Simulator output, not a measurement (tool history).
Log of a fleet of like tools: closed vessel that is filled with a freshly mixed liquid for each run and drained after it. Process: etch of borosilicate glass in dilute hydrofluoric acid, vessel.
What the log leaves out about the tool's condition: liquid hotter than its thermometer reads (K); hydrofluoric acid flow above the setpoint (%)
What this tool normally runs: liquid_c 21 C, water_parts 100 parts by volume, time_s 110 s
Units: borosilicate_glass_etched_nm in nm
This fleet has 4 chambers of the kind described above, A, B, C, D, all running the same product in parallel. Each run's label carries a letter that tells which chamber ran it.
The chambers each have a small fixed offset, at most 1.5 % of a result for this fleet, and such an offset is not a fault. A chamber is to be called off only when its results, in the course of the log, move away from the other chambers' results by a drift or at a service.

run,hour,liquid_c,water_parts,time_s,hours since the thermometer was replaced,hours since the hydrofluoric acid flow meter was replaced,"read-back film thickness of the borosilicate glass reference wafer, read on the same gauge (nm)",borosilicate_glass_etched_nm
1B,9,21,100,110,2323.7,1350.7,120,29.155
2D,17.1,21,100,110,1215.8,343.1,120.02,30.468
3C,23.8,21,100,110,1419.4,309.8,119.99,30.074
4A,32.8,21,100,110,1742.2,670.5,119.98,29.616
5D,44.6,21,100,110,1243.3,370.6,119.97,29.385
6B,56.2,21,100,110,2370.9,1397.9,120,29.755
# hour 61.9: chamber C: thermometer replaced
7C,70.2,21,100,110,8.4,356.2,120.03,30.291
8A,78.5,21,100,110,1787.9,716.2,119.97,29.967
9B,91.4,21,100,110,2406.1,1433.1,120,30.125
10D,103.5,21,100,110,1302.2,429.5,119.98,29.805
# hour 106.8: chamber A: hydrofluoric acid flow meter replaced
11A,110.2,21,100,110,1819.6,3.4,120.01,30.217
# hour 112.7: chamber B: thermometer replaced
12C,120.4,21,100,110,58.6,406.4,120,30.082
# hour 123.4: chamber B: hydrofluoric acid flow meter replaced
13C,130.4,21,100,110,68.6,416.4,120.01,29.94
14D,144.1,21,100,110,1342.8,470.1,119.99,29.825
15A,157.9,25.5,60,110,1867.3,51.1,119.95,61.724
16B,169.6,25.5,60,110,57,46.2,120,61.593
17A,181.4,25.5,60,110,1890.8,74.6,119.98,63.197
18B,194.1,25.5,60,110,81.5,70.7,119.99,61.712
19C,204,21,100,110,142.2,490,119.99,30.013
20D,214.1,21,100,110,1412.8,540.1,119.98,30.136
21A,224.7,21,120,85,1934.1,117.9,119.99,18.617
22C,239.4,21,120,85,177.6,525.4,120.02,18.767
23D,249.6,21,120,85,1448.3,575.6,120.01,18.854
24B,256.6,21,120,85,144,133.2,120.02,18.558
25A,267.4,21,100,110,1976.8,160.6,120.01,30.186
26B,280.9,21,100,110,168.3,157.5,119.99,29.308
27D,288.4,23.5,100,110,1487.1,614.4,120.02,33.129
28C,302.4,23.5,100,110,240.6,588.4,119.98,33.081
# hour 310.1: chamber D: hydrofluoric acid flow meter replaced
29C,317.5,23.5,100,110,255.7,603.5,120,33.283
30D,326.5,23.5,100,110,1525.2,16.5,119.98,32.804
31B,333.9,22.5,100,110,221.3,210.5,119.94,31.444
32A,341.2,22.5,100,110,2050.6,234.4,120,32.055
# hour 344.7: chamber D: thermometer replaced
33A,348.6,22.5,100,110,2058,241.8,120.06,31.725
34C,363.4,22.5,100,110,301.6,649.4,119.98,32.093
35B,376.4,21,100,110,263.8,253,120.01,29.635
36D,389.8,21,100,110,45.1,79.8,120.03,30.338
37B,401.7,23.5,100,110,289.1,278.3,119.98,32.33
38A,413.3,23.5,100,110,2122.7,306.5,119.96,32.926
39D,427.3,23.5,100,110,82.6,117.3,119.97,33.288
40C,439.1,23.5,100,110,377.3,725.1,119.98,32.666
41B,452.6,21,100,110,340,329.2,120,29.556
42C,467.8,21,100,110,406,753.8,120,29.881

Is one chamber out of step, is the gauge drifting, or do the chambers differ by no more than their own small offsets? For an off chamber, give its letter and the likeliest cause.

No chamber stands off beyond its own small offset, and the gauge holds steady.
